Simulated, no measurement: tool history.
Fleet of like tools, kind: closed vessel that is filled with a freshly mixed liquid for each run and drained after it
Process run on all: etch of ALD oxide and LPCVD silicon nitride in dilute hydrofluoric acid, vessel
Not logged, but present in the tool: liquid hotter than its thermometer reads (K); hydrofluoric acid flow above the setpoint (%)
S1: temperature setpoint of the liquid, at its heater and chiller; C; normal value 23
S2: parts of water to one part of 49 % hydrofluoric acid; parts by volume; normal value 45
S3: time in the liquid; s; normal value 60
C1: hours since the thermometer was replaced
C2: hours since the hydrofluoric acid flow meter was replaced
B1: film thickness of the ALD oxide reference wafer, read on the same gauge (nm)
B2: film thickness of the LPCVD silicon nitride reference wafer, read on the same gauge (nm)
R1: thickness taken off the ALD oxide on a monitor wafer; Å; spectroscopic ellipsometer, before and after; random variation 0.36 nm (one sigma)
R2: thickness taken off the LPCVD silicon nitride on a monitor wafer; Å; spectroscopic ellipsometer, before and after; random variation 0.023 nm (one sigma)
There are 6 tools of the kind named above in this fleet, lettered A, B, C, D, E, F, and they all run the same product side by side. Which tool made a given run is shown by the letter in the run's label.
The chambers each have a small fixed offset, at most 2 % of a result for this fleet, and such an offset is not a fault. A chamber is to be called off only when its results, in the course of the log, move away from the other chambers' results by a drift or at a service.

{"hour": 0.6, "done": "chamber D: hydrofluoric acid flow meter replaced"}
{"run": "1F", "hour": 11.7, "S1": 23, "S2": 45, "S3": 60, "C1": 131.8, "C2": 468.7, "B1": 29.987, "B2": 80.015, "R1": 382.21, "R2": 6.2796}
{"run": "2C", "hour": 24.0, "S1": 23, "S2": 45, "S3": 60, "C1": 182.2, "C2": 962.4, "B1": 29.977, "B2": 80.007, "R1": 384.81, "R2": 6.0328}
{"run": "3D", "hour": 33.2, "S1": 23, "S2": 45, "S3": 60, "C1": 215.5, "C2": 32.7, "B1": 29.997, "B2": 80.008, "R1": 393.83, "R2": 6.0594}
{"run": "4E", "hour": 45.4, "S1": 23, "S2": 45, "S3": 60, "C1": 1270.1, "C2": 195.8, "B1": 29.994, "B2": 79.986, "R1": 393.86, "R2": 5.7501}
{"run": "5A", "hour": 51.9, "S1": 23, "S2": 45, "S3": 60, "C1": 649.0, "C2": 823.2, "B1": 29.989, "B2": 80.019, "R1": 384.73, "R2": 6.054}
{"run": "6B", "hour": 59.5, "S1": 23, "S2": 45, "S3": 60, "C1": 831.1, "C2": 603.4, "B1": 30.004, "B2": 80.016, "R1": 397.37, "R2": 5.7549}
{"run": "7C", "hour": 65.1, "S1": 23, "S2": 45, "S3": 60, "C1": 223.3, "C2": 1003.5, "B1": 30.017, "B2": 79.978, "R1": 384.6, "R2": 6.0112}
{"run": "8D", "hour": 76.5, "S1": 23, "S2": 45, "S3": 60, "C1": 258.8, "C2": 76.0, "B1": 29.995, "B2": 80.016, "R1": 403.77, "R2": 6.2357}
{"run": "9A", "hour": 85.9, "S1": 23, "S2": 45, "S3": 60, "C1": 683.0, "C2": 857.2, "B1": 29.988, "B2": 79.987, "R1": 385.82, "R2": 5.8777}
{"run": "10B", "hour": 94.4, "S1": 23, "S2": 45, "S3": 60, "C1": 866.0, "C2": 638.3, "B1": 30.004, "B2": 79.995, "R1": 398.9, "R2": 5.7314}
{"run": "11F", "hour": 100.6, "S1": 23, "S2": 45, "S3": 60, "C1": 220.7, "C2": 557.6, "B1": 29.996, "B2": 79.99, "R1": 388.68, "R2": 5.8113}
{"run": "12E", "hour": 110.8, "S1": 23, "S2": 45, "S3": 60, "C1": 1335.5, "C2": 261.2, "B1": 29.985, "B2": 80.014, "R1": 382.6, "R2": 6.2771}
{"run": "13A", "hour": 120.2, "S1": 23, "S2": 45, "S3": 60, "C1": 717.3, "C2": 891.5, "B1": 29.994, "B2": 80.011, "R1": 387.7, "R2": 6.0042}
{"run": "14C", "hour": 132.8, "S1": 23, "S2": 45, "S3": 60, "C1": 291.0, "C2": 1071.2, "B1": 30.005, "B2": 80.014, "R1": 383.99, "R2": 6.227}
{"run": "15E", "hour": 145.3, "S1": 23, "S2": 45, "S3": 60, "C1": 1370.0, "C2": 295.7, "B1": 29.984, "B2": 80.0, "R1": 396.05, "R2": 5.9321}
{"run": "16D", "hour": 157.3, "S1": 23, "S2": 45, "S3": 60, "C1": 339.6, "C2": 156.8, "B1": 30.0, "B2": 79.993, "R1": 392.91, "R2": 5.7996}
{"run": "17F", "hour": 169.8, "S1": 23, "S2": 45, "S3": 60, "C1": 289.9, "C2": 626.8, "B1": 29.983, "B2": 80.013, "R1": 383.89, "R2": 6.0235}
{"run": "18B", "hour": 176.1, "S1": 23, "S2": 45, "S3": 60, "C1": 947.7, "C2": 720.0, "B1": 29.991, "B2": 79.99, "R1": 391.88, "R2": 6.3847}
{"run": "19B", "hour": 186.7, "S1": 26, "S2": 45, "S3": 35, "C1": 958.3, "C2": 730.6, "B1": 30.003, "B2": 80.03, "R1": 259.94, "R2": 4.5904}
{"run": "20A", "hour": 192.3, "S1": 26, "S2": 45, "S3": 35, "C1": 789.4, "C2": 963.6, "B1": 30.021, "B2": 80.016, "R1": 251.97, "R2": 4.0603}
{"run": "21C", "hour": 203.4, "S1": 26, "S2": 45, "S3": 35, "C1": 361.6, "C2": 1141.8, "B1": 30.01, "B2": 79.998, "R1": 253.69, "R2": 4.4791}
{"run": "22D", "hour": 214.7, "S1": 26, "S2": 45, "S3": 35, "C1": 397.0, "C2": 214.2, "B1": 29.983, "B2": 79.992, "R1": 263.85, "R2": 4.2469}
{"run": "23E", "hour": 220.6, "S1": 26, "S2": 45, "S3": 35, "C1": 1445.3, "C2": 371.0, "B1": 30.004, "B2": 80.009, "R1": 258.32, "R2": 4.2721}
{"run": "24F", "hour": 227.4, "S1": 26, "S2": 45, "S3": 35, "C1": 347.5, "C2": 684.4, "B1": 30.002, "B2": 79.991, "R1": 259.19, "R2": 4.1908}
{"run": "25A", "hour": 233.2, "S1": 23, "S2": 45, "S3": 60, "C1": 830.3, "C2": 1004.5, "B1": 30.001, "B2": 79.988, "R1": 383.4, "R2": 6.2647}
{"run": "26F", "hour": 239.6, "S1": 23, "S2": 45, "S3": 60, "C1": 359.7, "C2": 696.6, "B1": 30.007, "B2": 80.003, "R1": 388.38, "R2": 6.1229}
{"run": "27C", "hour": 247.3, "S1": 23, "S2": 45, "S3": 60, "C1": 405.5, "C2": 1185.7, "B1": 29.99, "B2": 79.984, "R1": 388.04, "R2": 6.0984}
{"run": "28B", "hour": 255.2, "S1": 23, "S2": 45, "S3": 60, "C1": 1026.8, "C2": 799.1, "B1": 30.009, "B2": 79.996, "R1": 391.53, "R2": 6.1419}
{"run": "29D", "hour": 265.3, "S1": 23, "S2": 45, "S3": 60, "C1": 447.6, "C2": 264.8, "B1": 30.006, "B2": 79.99, "R1": 385.11, "R2": 5.8477}
{"hour": 272.2, "done": "chamber E: thermometer replaced"}
{"run": "30E", "hour": 278.2, "S1": 23, "S2": 60, "S3": 60, "C1": 6.1, "C2": 428.6, "B1": 29.989, "B2": 80.002, "R1": 284.34, "R2": 4.5649}
{"run": "31B", "hour": 289.9, "S1": 23, "S2": 60, "S3": 60, "C1": 1061.5, "C2": 833.8, "B1": 29.977, "B2": 80.007, "R1": 287.43, "R2": 4.6484}
{"run": "32A", "hour": 301.8, "S1": 23, "S2": 60, "S3": 60, "C1": 898.9, "C2": 1073.1, "B1": 30.007, "B2": 79.988, "R1": 285.82, "R2": 4.3342}
{"run": "33D", "hour": 312.7, "S1": 23, "S2": 60, "S3": 60, "C1": 495.0, "C2": 312.2, "B1": 29.991, "B2": 79.993, "R1": 286.5, "R2": 4.6015}
{"run": "34F", "hour": 324.7, "S1": 23, "S2": 60, "S3": 60, "C1": 444.8, "C2": 781.7, "B1": 30.002, "B2": 79.997, "R1": 284.45, "R2": 4.3938}
{"run": "35C", "hour": 337.3, "S1": 23, "S2": 60, "S3": 60, "C1": 495.5, "C2": 1275.7, "B1": 30.023, "B2": 79.991, "R1": 287.7, "R2": 4.7477}
{"run": "36E", "hour": 344.1, "S1": 23, "S2": 45, "S3": 60, "C1": 72.0, "C2": 494.5, "B1": 29.984, "B2": 80.008, "R1": 389.16, "R2": 5.7194}
{"run": "37D", "hour": 352.1, "S1": 26, "S2": 55, "S3": 60, "C1": 534.4, "C2": 351.6, "B1": 29.982, "B2": 80.022, "R1": 360.39, "R2": 6.1271}
{"run": "38B", "hour": 357.8, "S1": 26, "S2": 55, "S3": 60, "C1": 1129.4, "C2": 901.7, "B1": 29.997, "B2": 80.002, "R1": 355.66, "R2": 6.131}
{"run": "39F", "hour": 366.7, "S1": 26, "S2": 55, "S3": 60, "C1": 486.8, "C2": 823.7, "B1": 30.021, "B2": 80.0, "R1": 355.81, "R2": 6.2735}
{"hour": 368.1, "done": "chamber E: hydrofluoric acid flow meter replaced"}
{"run": "40C", "hour": 373.8, "S1": 26, "S2": 55, "S3": 60, "C1": 532.0, "C2": 1312.2, "B1": 29.976, "B2": 79.997, "R1": 354.26, "R2": 5.7913}
{"run": "41E", "hour": 380.5, "S1": 26, "S2": 55, "S3": 60, "C1": 108.4, "C2": 12.4, "B1": 29.991, "B2": 80.014, "R1": 351.42, "R2": 6.3082}

Does one chamber stand apart from the rest, does the shared gauge drift, or is all well apart from small per-chamber offsets? Give the chamber and the most likely cause, where there is one.

The fleet is healthy, with each chamber sitting at its usual small offset and no drift in the gauge.
